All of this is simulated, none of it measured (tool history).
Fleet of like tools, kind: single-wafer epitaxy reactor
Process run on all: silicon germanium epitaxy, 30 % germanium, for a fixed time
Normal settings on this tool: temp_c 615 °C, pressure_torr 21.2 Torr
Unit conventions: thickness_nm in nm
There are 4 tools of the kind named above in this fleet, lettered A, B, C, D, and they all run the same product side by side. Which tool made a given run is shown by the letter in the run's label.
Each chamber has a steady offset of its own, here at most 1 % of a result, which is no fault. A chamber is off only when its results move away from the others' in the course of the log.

| run | day | temp_c | pressure_torr | read-back reference wafer on the same gauge, thickness_nm | thickness_nm |
|---|---|---|---|---|---|
| 1C | 0.242 | 615 | 21.2 | 74.267 | 79.199 |
| 2D | 0.592 | 615 | 21.2 | 74.395 | 78.724 |
| 3A | 0.858 | 615 | 21.2 | 74.364 | 79.395 |
| 4B | 1.121 | 615 | 21.2 | 74.228 | 78.775 |
| 5B | 1.304 | 615 | 21.2 | 74.263 | 78.677 |
| 6D | 1.458 | 615 | 21.2 | 74.222 | 78.685 |
| 7A | 1.725 | 615 | 26.1 | 74.266 | 86.070 |
| 8C | 2.017 | 615 | 26.1 | 74.360 | 85.623 |
| 9D | 2.204 | 615 | 26.1 | 74.155 | 86.104 |
| 10A | 2.425 | 615 | 26.1 | 74.330 | 86.675 |
| 11B | 2.608 | 605 | 18.6 | 74.385 | 62.413 |
| 12C | 2.800 | 605 | 18.6 | 74.314 | 62.840 |
| 13B | 3.104 | 605 | 18.6 | 74.266 | 62.814 |
| 14A | 3.267 | 605 | 18.6 | 74.323 | 63.948 |
| 15D | 3.421 | 615 | 21.2 | 74.304 | 78.539 |
| 16C | 3.612 | 615 | 21.2 | 74.430 | 80.347 |
| 17C | 3.767 | 615 | 21.2 | 74.306 | 80.134 |
| 18B | 3.921 | 615 | 21.2 | 74.306 | 79.081 |
| 19D | 4.188 | 615 | 19.6 | 74.353 | 76.299 |
| 20A | 4.467 | 615 | 19.6 | 74.298 | 76.989 |
| 21B | 4.708 | 615 | 19.6 | 74.294 | 76.928 |
| 22D | 5.054 | 615 | 19.6 | 74.302 | 76.518 |
| 23A | 5.225 | 615 | 21.2 | 74.324 | 79.587 |
| 24C | 5.471 | 610 | 18.2 | 74.452 | 70.644 |
| 25C | 5.725 | 610 | 18.2 | 74.294 | 71.253 |

One chamber off, gauge drift, or nothing amiss beyond the chambers' own small offsets? If it is a chamber, which one, and what is the likeliest cause?

It is chamber C that slowly wanders off from its peers.
Most likely cause: wafer temperature above the value expected at the setpoint (K) = 2.82.

Chamber C could run next with any of the 4 candidate recipes listed below; each alters the usual settings, and their results appear as question marks. Which one brings its results back in line with what the other chambers deliver on the usual settings?
Counts as in line when no further than this from what the other chambers average on the usual settings: thickness_nm 1.500 nm
| 26C-1 | 5.975 | 619 | 21.8 |  | ? |
| 26C-2 | 5.975 | 615 | 17.4 |  | ? |
| 26C-3 | 5.975 | 615 | 18.8 |  | ? |
| 26C-4 | 5.975 | 617 | 21.5 |  | ? |

What the other chambers average on the usual settings: thickness_nm 79.040 nm
| run | thickness_nm |
|---|---|
| 26C-1 | 89.939 |
| 26C-2 | 76.630 |
| 26C-3 | 79.047 |
| 26C-4 | 86.384 |
26C-3 is the one that brings the chamber's results back in line with the other chambers.
